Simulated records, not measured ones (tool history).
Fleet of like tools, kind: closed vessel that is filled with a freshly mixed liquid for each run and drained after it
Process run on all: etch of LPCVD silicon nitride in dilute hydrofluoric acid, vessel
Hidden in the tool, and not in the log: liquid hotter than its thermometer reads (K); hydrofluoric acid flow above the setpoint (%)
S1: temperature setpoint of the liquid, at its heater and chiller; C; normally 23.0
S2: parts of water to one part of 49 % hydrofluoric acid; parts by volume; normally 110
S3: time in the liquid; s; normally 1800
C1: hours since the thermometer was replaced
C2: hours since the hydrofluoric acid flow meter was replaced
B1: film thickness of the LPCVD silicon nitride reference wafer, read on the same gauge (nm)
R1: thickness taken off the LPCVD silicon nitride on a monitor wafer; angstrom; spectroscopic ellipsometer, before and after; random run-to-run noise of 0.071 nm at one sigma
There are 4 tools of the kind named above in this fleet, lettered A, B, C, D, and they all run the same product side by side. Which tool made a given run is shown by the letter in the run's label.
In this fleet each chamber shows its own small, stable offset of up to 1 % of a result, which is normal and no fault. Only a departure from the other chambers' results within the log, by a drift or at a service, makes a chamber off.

{"run": "1D", "hour": 10.1, "S1": 23.0, "S2": 110, "S3": 1800, "C1": 1625.4, "C2": 1479.5, "B1": 119.95, "R1": 71.384}
{"run": "2A", "hour": 19.9, "S1": 23.0, "S2": 110, "S3": 1800, "C1": 981.1, "C2": 97.1, "B1": 119.97, "R1": 70.915}
{"run": "3C", "hour": 31.4, "S1": 23.0, "S2": 110, "S3": 1800, "C1": 69.5, "C2": 1301.2, "B1": 120.02, "R1": 71.022}
{"run": "4B", "hour": 42.5, "S1": 23.0, "S2": 110, "S3": 1800, "C1": 1521.4, "C2": 1255.3, "B1": 119.95, "R1": 71.628}
{"run": "5B", "hour": 54.4, "S1": 23.0, "S2": 110, "S3": 1800, "C1": 1533.3, "C2": 1267.2, "B1": 120.0, "R1": 72.864}
{"run": "6D", "hour": 68.7, "S1": 23.0, "S2": 110, "S3": 1800, "C1": 1684.0, "C2": 1538.1, "B1": 120.0, "R1": 73.322}
{"run": "7C", "hour": 76.1, "S1": 23.0, "S2": 135, "S3": 1800, "C1": 114.2, "C2": 1345.9, "B1": 120.02, "R1": 58.079}
{"run": "8A", "hour": 84.1, "S1": 23.0, "S2": 135, "S3": 1800, "C1": 1045.3, "C2": 161.3, "B1": 120.02, "R1": 57.615}
{"run": "9C", "hour": 91.7, "S1": 23.0, "S2": 135, "S3": 1800, "C1": 129.8, "C2": 1361.5, "B1": 120.03, "R1": 58.369}
{"run": "10B", "hour": 106.3, "S1": 23.0, "S2": 135, "S3": 1800, "C1": 1585.2, "C2": 1319.1, "B1": 119.99, "R1": 57.832}
{"run": "11A", "hour": 115.1, "S1": 23.0, "S2": 110, "S3": 1800, "C1": 1076.3, "C2": 192.3, "B1": 120.01, "R1": 70.713}
{"run": "12D", "hour": 127.7, "S1": 23.0, "S2": 110, "S3": 1800, "C1": 1743.0, "C2": 1597.1, "B1": 119.99, "R1": 72.121}
{"hour": 137.8, "done": "chamber B: thermometer replaced"}
{"run": "13B", "hour": 140.2, "S1": 19.0, "S2": 150, "S3": 1800, "C1": 2.5, "C2": 1353.0, "B1": 119.99, "R1": 40.634}
{"run": "14D", "hour": 155.3, "S1": 19.0, "S2": 150, "S3": 1800, "C1": 1770.6, "C2": 1624.7, "B1": 119.99, "R1": 40.711}
{"run": "15A", "hour": 165.4, "S1": 19.0, "S2": 150, "S3": 1800, "C1": 1126.6, "C2": 242.6, "B1": 119.98, "R1": 39.925}
{"run": "16C", "hour": 172.2, "S1": 19.0, "S2": 150, "S3": 1800, "C1": 210.3, "C2": 1442.0, "B1": 120.04, "R1": 41.101}
{"hour": 180.1, "done": "chamber B: hydrofluoric acid flow meter replaced"}
{"run": "17A", "hour": 185.2, "S1": 23.0, "S2": 110, "S3": 1800, "C1": 1146.4, "C2": 262.4, "B1": 119.94, "R1": 71.563}
{"run": "18D", "hour": 194.1, "S1": 23.0, "S2": 110, "S3": 1800, "C1": 1809.4, "C2": 1663.5, "B1": 119.99, "R1": 72.579}
{"run": "19B", "hour": 205.2, "S1": 23.0, "S2": 110, "S3": 1800, "C1": 67.5, "C2": 25.1, "B1": 120.03, "R1": 71.841}
{"run": "20C", "hour": 213.7, "S1": 18.5, "S2": 110, "S3": 1800, "C1": 251.8, "C2": 1483.5, "B1": 119.97, "R1": 54.894}
{"run": "21D", "hour": 224.9, "S1": 18.5, "S2": 110, "S3": 1800, "C1": 1840.2, "C2": 1694.3, "B1": 120.01, "R1": 52.677}
{"run": "22A", "hour": 231.5, "S1": 18.5, "S2": 110, "S3": 1800, "C1": 1192.7, "C2": 308.7, "B1": 120.07, "R1": 53.045}
{"run": "23B", "hour": 246.3, "S1": 18.5, "S2": 110, "S3": 1800, "C1": 108.6, "C2": 66.2, "B1": 119.99, "R1": 52.654}
{"run": "24C", "hour": 258.5, "S1": 23.0, "S2": 110, "S3": 1800, "C1": 296.6, "C2": 1528.3, "B1": 120.03, "R1": 75.52}
{"run": "25B", "hour": 265.9, "S1": 24.5, "S2": 110, "S3": 1800, "C1": 128.2, "C2": 85.8, "B1": 120.03, "R1": 79.823}
{"run": "26A", "hour": 279.0, "S1": 24.5, "S2": 110, "S3": 1800, "C1": 1240.2, "C2": 356.2, "B1": 119.97, "R1": 79.444}
{"run": "27C", "hour": 287.7, "S1": 24.5, "S2": 110, "S3": 1800, "C1": 325.8, "C2": 1557.5, "B1": 120.01, "R1": 83.417}
{"run": "28D", "hour": 299.7, "S1": 24.5, "S2": 110, "S3": 1800, "C1": 1915.0, "C2": 1769.1, "B1": 119.99, "R1": 81.033}
{"run": "29A", "hour": 308.9, "S1": 23.0, "S2": 110, "S3": 1800, "C1": 1270.1, "C2": 386.1, "B1": 119.99, "R1": 70.432}
{"run": "30D", "hour": 322.4, "S1": 23.0, "S2": 110, "S3": 1800, "C1": 1937.7, "C2": 1791.8, "B1": 119.94, "R1": 73.014}
{"run": "31C", "hour": 336.5, "S1": 21.0, "S2": 135, "S3": 1800, "C1": 374.6, "C2": 1606.3, "B1": 120.0, "R1": 55.127}

For the next run the whole fleet of 4 chambers uses the same settings. Give each chamber's results:
{"run": "32A", "hour": 347.3, "S1": 23.0, "S2": 110, "S3": 1800, "R1": "?"}
{"run": "32B", "hour": 347.3, "S1": 23.0, "S2": 110, "S3": 1800, "R1": "?"}
{"run": "32C", "hour": 347.3, "S1": 23.0, "S2": 110, "S3": 1800, "R1": "?"}
{"run": "32D", "hour": 347.3, "S1": 23.0, "S2": 110, "S3": 1800, "R1": "?"}

run=32A R1=71.143
run=32B R1=71.547
run=32C R1=76.788
run=32D R1=72.640
